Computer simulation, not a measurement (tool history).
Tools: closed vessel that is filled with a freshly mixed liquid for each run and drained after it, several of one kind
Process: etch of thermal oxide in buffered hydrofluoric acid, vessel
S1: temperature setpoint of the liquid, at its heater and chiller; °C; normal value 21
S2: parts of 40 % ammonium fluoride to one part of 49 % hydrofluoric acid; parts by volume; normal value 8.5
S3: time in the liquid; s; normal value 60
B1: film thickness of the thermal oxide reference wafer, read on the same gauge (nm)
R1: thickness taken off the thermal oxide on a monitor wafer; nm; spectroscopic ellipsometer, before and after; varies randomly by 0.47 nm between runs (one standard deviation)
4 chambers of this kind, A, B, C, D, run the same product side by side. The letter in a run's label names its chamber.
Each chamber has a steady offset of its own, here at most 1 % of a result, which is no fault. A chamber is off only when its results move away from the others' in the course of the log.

| run | hour | S1 | S2 | S3 | B1 | R1 |
|---|---|---|---|---|---|---|
| 1C | 7.8 | 21 | 8.5 | 60 | 29.995 | 65.751 |
| 2A | 13.5 | 21 | 8.5 | 60 | 29.979 | 64.901 |
|  | 14.3 | chamber C: thermometer replaced |
| 3D | 23.4 | 21 | 8.5 | 60 | 29.984 | 65.759 |
| 4B | 27.9 | 21 | 8.5 | 60 | 30.005 | 65.706 |
|  | 28.6 | chamber B: thermometer replaced |
| 5C | 34.6 | 21 | 8.5 | 60 | 29.948 | 64.812 |
| 6A | 43.2 | 17 | 5.5 | 60 | 29.972 | 77.359 |
| 7D | 52.9 | 17 | 5.5 | 60 | 29.997 | 79.540 |
| 8B | 58.7 | 17 | 5.5 | 60 | 29.972 | 80.484 |
| 9D | 64.3 | 17 | 5.5 | 60 | 29.995 | 79.019 |
| 10A | 71.0 | 21 | 8.5 | 60 | 29.945 | 65.061 |
| 11C | 77.9 | 21 | 8.5 | 60 | 29.979 | 65.631 |
| 12B | 84.8 | 21 | 8.5 | 60 | 30.017 | 65.111 |
| 13D | 91.4 | 17 | 8.5 | 45 | 30.018 | 39.088 |
| 14A | 96.0 | 17 | 8.5 | 45 | 30.009 | 39.042 |
| 15B | 102.3 | 17 | 8.5 | 45 | 30.001 | 39.349 |
| 16C | 109.0 | 17 | 8.5 | 45 | 29.999 | 38.549 |
| 17A | 119.0 | 21 | 8.5 | 60 | 30.006 | 64.433 |
| 18C | 126.5 | 21 | 8.5 | 50 | 29.999 | 54.201 |
| 19B | 134.3 | 21 | 8.5 | 50 | 30.055 | 54.202 |
| 20D | 140.6 | 21 | 8.5 | 50 | 29.967 | 53.893 |
| 21B | 146.0 | 21 | 8.5 | 50 | 30.010 | 55.316 |
| 22D | 153.7 | 21 | 8.5 | 60 | 30.001 | 65.588 |
| 23A | 160.2 | 21 | 8.5 | 60 | 29.981 | 64.160 |
| 24C | 169.7 | 21 | 8.5 | 60 | 29.992 | 64.930 |
| 25C | 176.4 | 21 | 8.5 | 60 | 30.003 | 64.374 |
| 26D | 183.0 | 21 | 8.5 | 60 | 30.015 | 65.550 |
| 27B | 190.9 | 21 | 8.5 | 60 | 30.025 | 65.558 |
| 28A | 196.0 | 21 | 8.5 | 60 | 30.004 | 63.839 |
| 29C | 204.9 | 21 | 8.5 | 60 | 29.992 | 64.621 |
| 30D | 212.0 | 21 | 8.5 | 60 | 30.028 | 65.176 |
| 31A | 217.8 | 21 | 8.5 | 60 | 29.974 | 62.502 |
| 32B | 227.4 | 21 | 8.5 | 60 | 29.992 | 64.696 |
| 33B | 232.1 | 21 | 8.5 | 60 | 29.985 | 66.010 |
| 34C | 236.7 | 21 | 8.5 | 60 | 30.003 | 64.056 |
| 35D | 245.6 | 21 | 8.5 | 60 | 30.004 | 64.851 |
| 36A | 250.4 | 21 | 8.5 | 60 | 30.024 | 61.393 |
| 37B | 258.6 | 21 | 8.5 | 60 | 29.965 | 65.311 |
| 38C | 268.7 | 21 | 10.5 | 85 | 30.044 | 77.120 |
| 39D | 276.9 | 21 | 10.5 | 85 | 30.022 | 78.407 |
| 40A | 285.1 | 21 | 10.5 | 85 | 29.960 | 73.130 |

All 4 chambers run these settings next. Forecast each chamber's results:
| 41A | 292.4 | 21 | 8.5 | 60 |  | ? |
| 41B | 292.4 | 21 | 8.5 | 60 |  | ? |
| 41C | 292.4 | 21 | 8.5 | 60 |  | ? |
| 41D | 292.4 | 21 | 8.5 | 60 |  | ? |

| run | R1 |
|---|---|
| 41A | 61.264 |
| 41B | 64.637 |
| 41C | 65.163 |
| 41D | 65.040 |
